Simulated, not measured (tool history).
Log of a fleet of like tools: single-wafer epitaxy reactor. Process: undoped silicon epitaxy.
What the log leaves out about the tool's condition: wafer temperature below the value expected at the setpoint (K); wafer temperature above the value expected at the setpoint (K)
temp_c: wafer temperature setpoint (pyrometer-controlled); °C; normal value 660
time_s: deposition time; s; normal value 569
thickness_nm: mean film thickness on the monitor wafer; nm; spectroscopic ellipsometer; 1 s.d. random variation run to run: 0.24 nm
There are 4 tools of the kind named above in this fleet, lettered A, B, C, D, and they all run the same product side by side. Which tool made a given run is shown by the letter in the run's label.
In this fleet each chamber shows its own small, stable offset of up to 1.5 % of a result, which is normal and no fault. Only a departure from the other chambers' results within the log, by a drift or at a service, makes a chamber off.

| run | hour | temp_c | time_s | hours since the last pyrometer calibration | read-back reference wafer on the same gauge, thickness_nm | thickness_nm |
|---|---|---|---|---|---|---|
| 1C | 3.6 | 660 | 569 | 575.8 | 109.01 | 117.29 |
| 2B | 8.2 | 660 | 569 | 37.1 | 108.98 | 119.93 |
| 3A | 11.5 | 660 | 569 | 271.9 | 109.03 | 118.03 |
| 4D | 16.8 | 660 | 569 | 224.2 | 109.01 | 118.41 |
| 5D | 23.6 | 660 | 569 | 231.0 | 109.07 | 118.93 |
| 6A | 29.4 | 660 | 569 | 289.8 | 109.07 | 117.74 |
| 7B | 33.3 | 660 | 569 | 62.2 | 109.01 | 120.42 |
| 8C | 36.3 | 660 | 609 | 608.5 | 108.95 | 125.55 |
| 9D | 40.7 | 660 | 609 | 248.1 | 108.98 | 126.87 |
| 10C | 46.8 | 660 | 609 | 619.0 | 109.00 | 125.70 |
| 11A | 50.2 | 660 | 609 | 310.6 | 109.04 | 126.08 |
| 12B | 56.7 | 660 | 569 | 85.6 | 109.03 | 119.80 |
| 13B | 60.8 | 674 | 459 | 89.7 | 108.97 | 130.39 |
| 14A | 65.0 | 674 | 459 | 325.4 | 109.00 | 127.47 |
| 15D | 70.3 | 674 | 459 | 277.7 | 108.97 | 128.49 |
| 16C | 75.4 | 674 | 459 | 647.6 | 109.01 | 127.72 |
| 17C | 78.9 | 674 | 461 | 651.1 | 109.03 | 128.78 |
| 18A | 85.6 | 674 | 461 | 346.0 | 109.00 | 127.17 |
| 19B | 92.3 | 674 | 461 | 121.2 | 108.98 | 130.82 |
| 20D | 97.0 | 674 | 461 | 304.4 | 109.00 | 128.75 |
| 21C | 100.0 | 660 | 569 | 672.2 | 108.96 | 117.25 |
| 22A | 105.0 | 660 | 569 | 365.4 | 109.00 | 117.89 |
| 23D | 108.4 | 660 | 569 | 315.8 | 109.07 | 118.50 |
| 24B | 111.8 | 660 | 569 | 140.7 | 108.95 | 119.97 |
| 25C | 115.8 | 660 | 569 | 688.0 | 108.97 | 117.06 |
| 26D | 120.4 | 660 | 569 | 327.8 | 109.02 | 118.97 |
| 27A | 124.0 | 660 | 569 | 384.4 | 109.06 | 117.68 |
| 28B | 127.4 | 660 | 569 | 156.3 | 109.02 | 120.09 |
| 29B | 132.5 | 660 | 489 | 161.4 | 108.96 | 103.15 |
| 30C | 137.4 | 660 | 489 | 709.6 | 108.98 | 100.70 |
| 31D | 141.2 | 660 | 489 | 348.6 | 108.98 | 102.08 |
| 32A | 147.5 | 660 | 489 | 407.9 | 109.01 | 100.71 |
| 33C | 152.4 | 660 | 569 | 724.6 | 109.05 | 117.50 |
| 34B | 156.1 | 672 | 509 | 185.0 | 109.05 | 138.38 |
| 35A | 161.1 | 672 | 509 | 421.5 | 109.03 | 135.41 |
| 36D | 164.6 | 672 | 509 | 372.0 | 109.00 | 136.41 |
| 37D | 169.9 | 672 | 509 | 377.3 | 109.06 | 136.94 |
| 38C | 173.2 | 660 | 569 | 745.4 | 109.03 | 117.10 |
| 39B | 179.9 | 660 | 569 | 208.8 | 109.00 | 120.16 |
| 40A | 185.6 | 660 | 569 | 446.0 | 108.97 | 117.61 |

For the next run the whole fleet of 4 chambers uses the same settings. Give each chamber's results:
| 41A | 190.6 | 660 | 569 |  |  | ? |
| 41B | 190.6 | 660 | 569 |  |  | ? |
| 41C | 190.6 | 660 | 569 |  |  | ? |
| 41D | 190.6 | 660 | 569 |  |  | ? |

| run | thickness_nm |
|---|---|
| 41A | 118.09 |
| 41B | 120.17 |
| 41C | 117.58 |
| 41D | 118.72 |
